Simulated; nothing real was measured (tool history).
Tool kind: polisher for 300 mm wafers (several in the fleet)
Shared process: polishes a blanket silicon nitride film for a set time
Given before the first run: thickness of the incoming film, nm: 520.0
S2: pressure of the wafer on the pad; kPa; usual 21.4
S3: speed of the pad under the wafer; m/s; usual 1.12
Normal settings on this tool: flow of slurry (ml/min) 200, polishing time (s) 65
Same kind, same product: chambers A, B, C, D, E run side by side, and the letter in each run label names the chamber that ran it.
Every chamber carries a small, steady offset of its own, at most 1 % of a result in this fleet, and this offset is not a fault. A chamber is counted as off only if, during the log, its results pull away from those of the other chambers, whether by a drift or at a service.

{"run": "1D", "hour": 7.9, "flow of slurry (ml/min)": 200, "S2": 21.4, "S3": 1.12, "polishing time (s)": 65, "film removed (angstrom)": 924.07}
{"run": "2E", "hour": 15.8, "flow of slurry (ml/min)": 200, "S2": 21.4, "S3": 1.12, "polishing time (s)": 65, "film removed (angstrom)": 910.26}
{"run": "3C", "hour": 25.2, "flow of slurry (ml/min)": 200, "S2": 21.4, "S3": 1.12, "polishing time (s)": 65, "film removed (angstrom)": 928.35}
{"hour": 28.7, "done": "chamber D: worn pad replaced by a new one"}
{"hour": 31.8, "done": "chamber C: worn pad replaced by a new one"}
{"run": "4B", "hour": 32.6, "flow of slurry (ml/min)": 200, "S2": 21.4, "S3": 1.12, "polishing time (s)": 65, "film removed (angstrom)": 920.75}
{"hour": 35.7, "done": "chamber A: worn pad replaced by a new one"}
{"hour": 38.5, "done": "chamber B: worn pad replaced by a new one"}
{"run": "5A", "hour": 41.8, "flow of slurry (ml/min)": 200, "S2": 21.4, "S3": 0.9, "polishing time (s)": 65, "film removed (angstrom)": 782.63}
{"run": "6B", "hour": 46.9, "flow of slurry (ml/min)": 200, "S2": 21.4, "S3": 0.9, "polishing time (s)": 65, "film removed (angstrom)": 787.92}
{"run": "7D", "hour": 56.2, "flow of slurry (ml/min)": 200, "S2": 21.4, "S3": 0.9, "polishing time (s)": 65, "film removed (angstrom)": 770.69}
{"run": "8A", "hour": 64.2, "flow of slurry (ml/min)": 200, "S2": 21.4, "S3": 0.9, "polishing time (s)": 65, "film removed (angstrom)": 764.64}
{"hour": 68.2, "done": "chamber E: worn pad replaced by a new one"}
{"run": "9C", "hour": 69.9, "flow of slurry (ml/min)": 200, "S2": 21.4, "S3": 0.9, "polishing time (s)": 65, "film removed (angstrom)": 798.54}
{"run": "10E", "hour": 78.1, "flow of slurry (ml/min)": 200, "S2": 21.4, "S3": 1.12, "polishing time (s)": 65, "film removed (angstrom)": 934.75}
{"run": "11B", "hour": 86.1, "flow of slurry (ml/min)": 200, "S2": 21.4, "S3": 1.12, "polishing time (s)": 65, "film removed (angstrom)": 943.09}
{"run": "12D", "hour": 94.4, "flow of slurry (ml/min)": 200, "S2": 21.4, "S3": 1.46, "polishing time (s)": 65, "film removed (angstrom)": 1149.4}
{"hour": 94.5, "done": "chamber B: worn pad replaced by a new one"}
{"hour": 96.0, "done": "chamber D: worn pad replaced by a new one"}
{"hour": 98.0, "done": "chamber C: worn pad replaced by a new one"}
{"run": "13A", "hour": 100.2, "flow of slurry (ml/min)": 200, "S2": 21.4, "S3": 1.46, "polishing time (s)": 65, "film removed (angstrom)": 1144.1}
{"run": "14E", "hour": 107.0, "flow of slurry (ml/min)": 200, "S2": 21.4, "S3": 1.46, "polishing time (s)": 65, "film removed (angstrom)": 1132.4}
{"hour": 115.6, "done": "chamber A: worn pad replaced by a new one"}
{"run": "15C", "hour": 116.9, "flow of slurry (ml/min)": 200, "S2": 21.4, "S3": 1.46, "polishing time (s)": 65, "film removed (angstrom)": 1161.7}
{"run": "16C", "hour": 121.8, "flow of slurry (ml/min)": 200, "S2": 21.4, "S3": 1.46, "polishing time (s)": 65, "film removed (angstrom)": 1156.8}
{"hour": 127.6, "done": "chamber E: worn pad replaced by a new one"}
{"run": "17A", "hour": 130.4, "flow of slurry (ml/min)": 200, "S2": 21.4, "S3": 1.12, "polishing time (s)": 65, "film removed (angstrom)": 932.76}
{"hour": 131.1, "done": "chamber A: slurry nozzle cleaned"}
{"run": "18D", "hour": 139.3, "flow of slurry (ml/min)": 200, "S2": 21.4, "S3": 1.12, "polishing time (s)": 65, "film removed (angstrom)": 928.07}
{"run": "19B", "hour": 146.4, "flow of slurry (ml/min)": 200, "S2": 21.4, "S3": 1.12, "polishing time (s)": 65, "film removed (angstrom)": 933.02}
{"hour": 147.8, "done": "chamber B: worn pad replaced by a new one"}
{"run": "20E", "hour": 150.8, "flow of slurry (ml/min)": 200, "S2": 21.4, "S3": 1.12, "polishing time (s)": 65, "film removed (angstrom)": 913.25}
{"hour": 151.4, "done": "chamber C: worn pad replaced by a new one"}
{"hour": 153.0, "done": "chamber D: worn pad replaced by a new one"}
{"run": "21A", "hour": 159.4, "flow of slurry (ml/min)": 200, "S2": 21.4, "S3": 1.12, "polishing time (s)": 65, "film removed (angstrom)": 935.83}
{"run": "22D", "hour": 165.0, "flow of slurry (ml/min)": 200, "S2": 21.4, "S3": 1.12, "polishing time (s)": 65, "film removed (angstrom)": 928.76}
{"run": "23C", "hour": 171.1, "flow of slurry (ml/min)": 200, "S2": 21.4, "S3": 1.12, "polishing time (s)": 65, "film removed (angstrom)": 908.72}
{"run": "24E", "hour": 178.1, "flow of slurry (ml/min)": 200, "S2": 21.4, "S3": 1.12, "polishing time (s)": 65, "film removed (angstrom)": 917.07}
{"run": "25B", "hour": 182.5, "flow of slurry (ml/min)": 200, "S2": 21.4, "S3": 1.12, "polishing time (s)": 65, "film removed (angstrom)": 933.53}
{"hour": 184.8, "done": "chamber A: worn pad replaced by a new one"}
{"run": "26C", "hour": 190.1, "flow of slurry (ml/min)": 200, "S2": 21.4, "S3": 1.12, "polishing time (s)": 65, "film removed (angstrom)": 928.24}
{"hour": 190.9, "done": "chamber E: worn pad replaced by a new one"}
{"run": "27A", "hour": 199.6, "flow of slurry (ml/min)": 200, "S2": 21.4, "S3": 1.12, "polishing time (s)": 65, "film removed (angstrom)": 932.64}
{"hour": 200.7, "done": "chamber E: head pressure recalibrated"}
{"run": "28B", "hour": 207.7, "flow of slurry (ml/min)": 240, "S2": 21.4, "S3": 1.12, "polishing time (s)": 65, "film removed (angstrom)": 939.88}
{"hour": 212.9, "done": "chamber C: worn pad replaced by a new one"}
{"hour": 215.4, "done": "chamber A: head pressure recalibrated"}
{"run": "29D", "hour": 215.9, "flow of slurry (ml/min)": 240, "S2": 21.4, "S3": 1.12, "polishing time (s)": 65, "film removed (angstrom)": 944.17}
{"hour": 217.8, "done": "chamber B: worn pad replaced by a new one"}
{"hour": 222.3, "done": "chamber D: worn pad replaced by a new one"}
{"run": "30E", "hour": 225.8, "flow of slurry (ml/min)": 240, "S2": 21.4, "S3": 1.12, "polishing time (s)": 65, "film removed (angstrom)": 942.13}
{"run": "31A", "hour": 232.6, "flow of slurry (ml/min)": 240, "S2": 21.4, "S3": 1.12, "polishing time (s)": 65, "film removed (angstrom)": 938.89}
{"run": "32E", "hour": 240.3, "flow of slurry (ml/min)": 240, "S2": 21.4, "S3": 1.12, "polishing time (s)": 65, "film removed (angstrom)": 938.11}
{"run": "33D", "hour": 246.0, "flow of slurry (ml/min)": 200, "S2": 21.4, "S3": 1.12, "polishing time (s)": 65, "film removed (angstrom)": 916.21}
{"hour": 251.7, "done": "chamber E: worn pad replaced by a new one"}
{"run": "34C", "hour": 251.7, "flow of slurry (ml/min)": 200, "S2": 21.4, "S3": 1.12, "polishing time (s)": 65, "film removed (angstrom)": 934.38}
{"hour": 254.4, "done": "chamber A: worn pad replaced by a new one"}
{"run": "35B", "hour": 259.8, "flow of slurry (ml/min)": 200, "S2": 21.4, "S3": 1.12, "polishing time (s)": 65, "film removed (angstrom)": 949.71}
{"run": "36D", "hour": 265.9, "flow of slurry (ml/min)": 200, "S2": 21.4, "S3": 1.12, "polishing time (s)": 65, "film removed (angstrom)": 940.47}
{"run": "37C", "hour": 271.1, "flow of slurry (ml/min)": 200, "S2": 21.4, "S3": 1.12, "polishing time (s)": 65, "film removed (angstrom)": 924.58}
{"hour": 277.0, "done": "chamber D: head pressure recalibrated"}
{"hour": 279.4, "done": "chamber B: worn pad replaced by a new one"}
{"run": "38A", "hour": 280.3, "flow of slurry (ml/min)": 200, "S2": 21.4, "S3": 1.12, "polishing time (s)": 65, "film removed (angstrom)": 924.46}
{"hour": 282.7, "done": "chamber C: worn pad replaced by a new one"}
{"hour": 283.8, "done": "chamber D: worn pad replaced by a new one"}
{"run": "39E", "hour": 286.6, "flow of slurry (ml/min)": 200, "S2": 21.4, "S3": 1.12, "polishing time (s)": 65, "film removed (angstrom)": 926.55}
{"run": "40B", "hour": 294.9, "flow of slurry (ml/min)": 200, "S2": 21.4, "S3": 1.12, "polishing time (s)": 65, "film removed (angstrom)": 935.13}
{"run": "41D", "hour": 304.5, "flow of slurry (ml/min)": 200, "S2": 21.4, "S3": 1.12, "polishing time (s)": 65, "film removed (angstrom)": 916.8}
{"run": "42C", "hour": 309.5, "flow of slurry (ml/min)": 200, "S2": 21.4, "S3": 1.12, "polishing time (s)": 65, "film removed (angstrom)": 930.57}

Has any chamber moved away from the others, gradually or after a service, or does the common gauge drift, or do the chambers differ only by their own small steady offsets? State the chamber and the most likely cause if one applies.

All chambers stay in line apart from their small fixed offsets, and the gauge does not drift.
